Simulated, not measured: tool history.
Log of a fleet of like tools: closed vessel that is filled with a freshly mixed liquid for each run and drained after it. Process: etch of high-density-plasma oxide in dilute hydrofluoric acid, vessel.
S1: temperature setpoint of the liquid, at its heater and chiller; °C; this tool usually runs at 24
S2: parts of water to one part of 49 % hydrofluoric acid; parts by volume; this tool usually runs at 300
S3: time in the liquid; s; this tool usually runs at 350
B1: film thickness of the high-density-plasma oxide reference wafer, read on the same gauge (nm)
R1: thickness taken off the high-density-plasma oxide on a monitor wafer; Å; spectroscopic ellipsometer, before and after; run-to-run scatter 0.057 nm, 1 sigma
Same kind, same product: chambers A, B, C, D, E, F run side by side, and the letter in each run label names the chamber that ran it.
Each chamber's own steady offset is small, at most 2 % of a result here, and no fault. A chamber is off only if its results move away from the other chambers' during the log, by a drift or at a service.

run 1A hour=5.3 | S1=24 S2=300 S3=350 | B1=59.991 | R1=63.591
run 2E hour=11 | S1=24 S2=300 S3=350 | B1=60.007 | R1=62.682
run 3F hour=16.8 | S1=24 S2=300 S3=350 | B1=60.008 | R1=62.77
run 4D hour=20 | S1=24 S2=300 S3=350 | B1=59.957 | R1=63.65
run 5C hour=24 | S1=24 S2=300 S3=350 | B1=59.962 | R1=63.953
run 6B hour=27.1 | S1=24 S2=300 S3=350 | B1=59.968 | R1=62.895
run 7F hour=31 | S1=24 S2=300 S3=350 | B1=60.01 | R1=62.878
run 8B hour=36.1 | S1=24 S2=300 S3=350 | B1=60.017 | R1=63.314
run 9D hour=42.3 | S1=24 S2=350 S3=240 | B1=59.976 | R1=34.726
run 10A hour=45.2 | S1=24 S2=350 S3=240 | B1=60.011 | R1=34.845
run 11E hour=50.9 | S1=24 S2=350 S3=240 | B1=59.966 | R1=35.146
run 12C hour=55.8 | S1=24 S2=350 S3=240 | B1=59.999 | R1=34.943
run 13A hour=58.7 | S1=24 S2=350 S3=240 | B1=60.017 | R1=34.192
run 14C hour=63.3 | S1=24 S2=350 S3=240 | B1=60.007 | R1=35.624
-- hour=69.3 chamber C: hydrofluoric acid flow meter replaced
run 15E hour=69.3 | S1=24 S2=300 S3=350 | B1=59.977 | R1=61.563
run 16F hour=73.5 | S1=24 S2=300 S3=350 | B1=59.981 | R1=63.874
run 17D hour=79.4 | S1=24 S2=300 S3=350 | B1=60.007 | R1=63.224
run 18B hour=85.2 | S1=24 S2=300 S3=350 | B1=59.994 | R1=63.149
run 19E hour=88.2 | S1=24 S2=300 S3=350 | B1=60.004 | R1=63.467
run 20C hour=93.8 | S1=24 S2=300 S3=350 | B1=60.001 | R1=64.723
run 21B hour=99.1 | S1=24 S2=300 S3=350 | B1=60.009 | R1=62.243
run 22F hour=103 | S1=24 S2=300 S3=350 | B1=59.984 | R1=63.061
run 23A hour=108.9 | S1=24 S2=300 S3=350 | B1=60.011 | R1=60.254
run 24D hour=115 | S1=24 S2=300 S3=350 | B1=60.002 | R1=64.219
run 25F hour=120.8 | S1=24 S2=300 S3=350 | B1=59.981 | R1=63.161
run 26D hour=125.4 | S1=26 S2=230 S3=350 | B1=59.984 | R1=95.751
run 27B hour=129.4 | S1=26 S2=230 S3=350 | B1=59.984 | R1=93.34
run 28E hour=135.7 | S1=26 S2=230 S3=350 | B1=60.024 | R1=94.105
run 29C hour=138.7 | S1=26 S2=230 S3=350 | B1=60.022 | R1=97.445
run 30A hour=144.2 | S1=26 S2=230 S3=350 | B1=60.021 | R1=88.735
run 31C hour=150.2 | S1=26 S2=230 S3=350 | B1=59.987 | R1=94.983
run 32B hour=154.2 | S1=24 S2=300 S3=350 | B1=60.018 | R1=62.074
run 33E hour=160.2 | S1=24 S2=300 S3=350 | B1=59.987 | R1=62.951
run 34A hour=164.3 | S1=24 S2=300 S3=350 | B1=59.981 | R1=57.361
run 35D hour=168.6 | S1=24 S2=300 S3=350 | B1=60 | R1=62.96
run 36F hour=173.2 | S1=24 S2=300 S3=350 | B1=59.991 | R1=63.255
run 37D hour=179.1 | S1=24 S2=225 S3=350 | B1=60.001 | R1=91.247
run 38B hour=182.2 | S1=24 S2=225 S3=350 | B1=60.022 | R1=90.818
run 39E hour=185.7 | S1=24 S2=225 S3=350 | B1=60.006 | R1=91.231

All 6 chambers run these settings next. Forecast each chamber's results:
run 40A hour=190.2 | S1=24 S2=300 S3=350 | R1=?
run 40B hour=190.2 | S1=24 S2=300 S3=350 | R1=?
run 40C hour=190.2 | S1=24 S2=300 S3=350 | R1=?
run 40D hour=190.2 | S1=24 S2=300 S3=350 | R1=?
run 40E hour=190.2 | S1=24 S2=300 S3=350 | R1=?
run 40F hour=190.2 | S1=24 S2=300 S3=350 | R1=?

run=40A R1=56.062
run=40B R1=62.292
run=40C R1=63.956
run=40D R1=63.766
run=40E R1=63.362
run=40F R1=62.9
